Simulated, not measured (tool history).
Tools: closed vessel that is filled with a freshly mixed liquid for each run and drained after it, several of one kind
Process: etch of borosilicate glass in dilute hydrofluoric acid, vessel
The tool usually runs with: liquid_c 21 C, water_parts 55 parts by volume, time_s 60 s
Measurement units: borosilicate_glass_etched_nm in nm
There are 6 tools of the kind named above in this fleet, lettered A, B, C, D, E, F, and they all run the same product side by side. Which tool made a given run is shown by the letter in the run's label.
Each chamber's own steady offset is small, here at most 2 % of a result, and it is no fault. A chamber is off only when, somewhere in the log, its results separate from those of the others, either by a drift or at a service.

run   hour  liquid_c  water_parts  time_s  read-back film thickness of the borosilicate glass reference wafer, read on the same gauge (nm)  borosilicate_glass_etched_nm
 1B    5.9        21           55      60                                                                                           139.98                        34.199
 2E   14.8        21           55      60                                                                                           139.96                        33.796
 3A     23        21           55      60                                                                                           139.99                        35.314
 4D   29.1        21           55      60                                                                                           140.02                        35.094
 5C   34.2        21           55      60                                                                                           139.97                        35.147
 6F   42.8        21           55      60                                                                                           140.02                        33.773
 7A   52.7        21           55      60                                                                                           139.98                        34.987
 8B   60.9        21           55      60                                                                                           140.01                        34.412
 9C   71.4        21           55      60                                                                                           140.01                        35.737
10D   76.9        21           55      60                                                                                           139.96                        34.675
        77  -- chamber B: thermometer replaced
11E     83        21           55      60                                                                                           139.99                        34.101
12F   89.4        21           55      60                                                                                           139.99                        34.145
13B   98.7        21           55      60                                                                                           140.03                        34.441
14F  107.8        21           55      60                                                                                           140.01                        34.244
     112.9  -- chamber F: hydrofluoric acid flow meter replaced
15C  114.4        21           55      60                                                                                           139.99                        34.639
16E  121.4        21           55      60                                                                                           139.97                        34.208
17A    129        21           55      60                                                                                           139.96                        34.945
     133.5  -- chamber E: hydrofluoric acid flow meter replaced
18D  139.3        21           55      60                                                                                           140.05                        34.786
19B  149.2        21           55      60                                                                                           139.99                         34.16
20D  153.8        21           35      60                                                                                           139.97                        56.022
21F  162.1        21           35      60                                                                                           139.98                        54.152
22A    170        21           35      60                                                                                           139.99                        57.295
23C    175        21           35      60                                                                                           140.02                        53.486
24E  182.9        21           35      60                                                                                              140                        55.608
25B  189.5        21           35      60                                                                                              140                         54.67
26D  196.4        21           55      60                                                                                           140.04                        34.733
     201.1  -- chamber E: thermometer replaced
27A  205.4        21           55      60                                                                                           140.01                         34.96
28C  212.2        21           55      60                                                                                           139.96                        33.052
29F  221.5        21           55      60                                                                                           139.97                        34.472
30E  229.8        21           55      60                                                                                           139.97                        35.059
31B  236.2        21           55      60                                                                                           139.97                         34.49
32C  242.1        21           55      60                                                                                           139.98                        32.643
33A  250.6        21           70      85                                                                                           139.98                        38.157
34E  257.1        21           70      85                                                                                              140                        37.593
35F  262.6        21           70      85                                                                                           139.99                        37.063
36D  267.4        21           70      85                                                                                           139.99                        38.057
37C  278.1        21           70      85                                                                                           139.99                        34.736
38D  285.4        21           70      85                                                                                           139.99                        37.979
39A  291.6        21           55      60                                                                                           140.02                        35.109
40B  298.5      25.5           55      60                                                                                              140                        41.783
41E    307      25.5           55      60                                                                                           140.02                         41.73
42F  314.7      25.5           55      60                                                                                           139.99                         41.29

Each of the 6 chambers runs these same settings next. Fill in every chamber's results:
43A  322.3        21           45      60                                                                                                                              ?
43B  322.3        21           45      60                                                                                                                              ?
43C  322.3        21           45      60                                                                                                                              ?
43D  322.3        21           45      60                                                                                                                              ?
43E  322.3        21           45      60                                                                                                                              ?
43F  322.3        21           45      60                                                                                                                              ?

run  borosilicate_glass_etched_nm
43A                        43.827
43B                        42.038
43C                        38.682
43D                         43.27
43E                        43.384
43F                        42.481
